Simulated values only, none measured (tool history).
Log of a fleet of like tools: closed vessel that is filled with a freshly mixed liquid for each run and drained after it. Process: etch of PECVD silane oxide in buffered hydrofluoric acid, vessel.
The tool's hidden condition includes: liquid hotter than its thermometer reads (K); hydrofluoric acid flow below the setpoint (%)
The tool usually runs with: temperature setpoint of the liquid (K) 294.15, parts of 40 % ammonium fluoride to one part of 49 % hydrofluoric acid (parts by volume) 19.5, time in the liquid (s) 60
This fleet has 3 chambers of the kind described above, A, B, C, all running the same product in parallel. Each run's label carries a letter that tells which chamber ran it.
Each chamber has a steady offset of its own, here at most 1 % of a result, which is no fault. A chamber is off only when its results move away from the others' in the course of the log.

run    day  temperature setpoint of the liquid (K)  parts of 40 % ammonium fluoride to one part of 49 % hydrofluoric acid (parts by volume)  time in the liquid (s)  hours since the thermometer was replaced  hours since the hydrofluoric acid flow meter was replaced  read-back film thickness of the PECVD silane oxide reference wafer, read on the same gauge (nm)  thickness taken off the PECVD silane oxide on a monitor wafer (Å)
 1C  0.112                                  294.15                                                                                     19.5                      60                                     362.5                                                      631.6                                                                                           140.01                                                            1041.70
 2B  0.304                                  294.15                                                                                     19.5                      60                                     550.6                                                      279.0                                                                                           140.01                                                            1036.40
 3A  0.412                                  294.15                                                                                     19.5                      60                                    1596.8                                                      273.8                                                                                           140.00                                                            1015.80
 4A  0.538                                  294.15                                                                                     19.5                      60                                    1599.8                                                      276.8                                                                                           139.99                                                            1040.20
 5C  0.679                                  294.15                                                                                     19.5                      60                                     376.1                                                      645.2                                                                                           140.01                                                            1037.90
 6B  0.792                                  294.15                                                                                     19.5                      60                                     562.3                                                      290.7                                                                                           140.01                                                            1012.80
 7B  0.975                                  294.15                                                                                     19.5                      60                                     566.7                                                      295.1                                                                                           140.01                                                            1014.60
 8A  1.112                                  294.15                                                                                     19.5                      60                                    1613.6                                                      290.6                                                                                           139.99                                                            1044.30
 9C  1.279                                  294.15                                                                                     19.5                      60                                     390.5                                                      659.6                                                                                           140.02                                                            1027.80
10B  1.438                                  294.15                                                                                     19.5                      60                                     577.8                                                      306.2                                                                                           140.01                                                            1011.00
11C  1.558                                  294.15                                                                                     19.5                      60                                     397.2                                                      666.3                                                                                           139.95                                                            1035.70
     1.571  -- chamber B: thermometer replaced
12A  1.654                                  298.15                                                                                     24.5                      60                                    1626.6                                                      303.6                                                                                           140.02                                                            1149.50
13C  1.783                                  298.15                                                                                     24.5                      60                                     402.6                                                      671.7                                                                                           139.97                                                            1099.20
14B  1.975                                  298.15                                                                                     24.5                      60                                       9.8                                                      319.1                                                                                           139.99                                                            1060.00
15A  2.112                                  294.15                                                                                     19.5                      60                                    1637.6                                                      314.6                                                                                           140.05                                                            1088.40
16A  2.238                                  294.15                                                                                     19.5                      60                                    1640.6                                                      317.6                                                                                           139.98                                                            1082.80
17B  2.392                                  294.15                                                                                     19.5                      60                                      19.8                                                      329.1                                                                                           140.02                                                            1027.70
18C  2.567                                  294.15                                                                                     19.5                      60                                     421.4                                                      690.5                                                                                           139.96                                                            1049.80
19A  2.662                                  294.15                                                                                     19.5                      60                                    1650.8                                                      327.8                                                                                           140.01                                                            1120.60
20B  2.850                                  294.15                                                                                     19.5                      60                                      30.8                                                      340.1                                                                                           140.00                                                            1016.80
21C  2.996                                  294.15                                                                                     19.5                      60                                     431.7                                                      700.8                                                                                           139.98                                                            1046.40
22C  3.175                                  294.15                                                                                     19.5                      60                                     436.0                                                      705.1                                                                                           140.02                                                            1024.50
23B  3.304                                  294.15                                                                                     19.5                      60                                      41.7                                                      351.0                                                                                           140.03                                                            1032.00
24A  3.404                                  294.15                                                                                     19.5                      60                                    1668.6                                                      345.6                                                                                           140.00                                                            1135.10
25A  3.542                                  294.15                                                                                     19.5                      60                                    1671.9                                                      348.9                                                                                           140.01                                                            1140.00
26B  3.633                                  294.15                                                                                     16.0                      40                                      49.6                                                      358.9                                                                                           139.97                                                             828.11
27C  3.812                                  294.15                                                                                     16.0                      40                                     451.3                                                      720.4                                                                                           139.97                                                             829.75
28C  4.004                                  294.15                                                                                     16.0                      40                                     455.9                                                      725.0                                                                                           140.00                                                             836.67
29B  4.175                                  294.15                                                                                     19.5                      60                                      62.6                                                      371.9                                                                                           140.00                                                            1040.40

Which is it: a chamber that has drifted or been left off by a service, a gauge drift common to all chambers, or only each chamber's usual small offset? If a chamber is off, name it and its likeliest cause.

One chamber, A, drifts off from the rest bit by bit.
Cause: liquid hotter than its thermometer reads (K) = 2.28.
Not necessarily distinguishable in this log from: hydrofluoric acid flow above the setpoint (%).

Which of the 4 candidates below, each the usual settings with something changed and its results left as question marks, puts chamber A back in line with what the other chambers give on the usual settings?
In line means no further than this from the other chambers' mean on the usual settings: thickness taken off the PECVD silane oxide on a monitor wafer (Å) 33.00
30A-1  4.317                                  290.15                                                                                     19.5                      60                                                                                                                                                                                                                                                                        ?
30A-2  4.317                                  295.15                                                                                     19.5                      70                                                                                                                                                                                                                                                                        ?
30A-3  4.317                                  294.65                                                                                     19.0                      65                                                                                                                                                                                                                                                                        ?
30A-4  4.317                                  294.15                                                                                     20.5                      55                                                                                                                                                                                                                                                                        ?

On the usual settings, the other chambers give on average: thickness taken off the PECVD silane oxide on a monitor wafer (Å) 1030.50
  run  thickness taken off the PECVD silane oxide on a monitor wafer (Å)
30A-1                                                             938.73
30A-2                                                            1450.40
30A-3                                                            1343.20
30A-4                                                            1034.40
Change 30A-4 lands the chamber within the allowed miss of the other chambers.
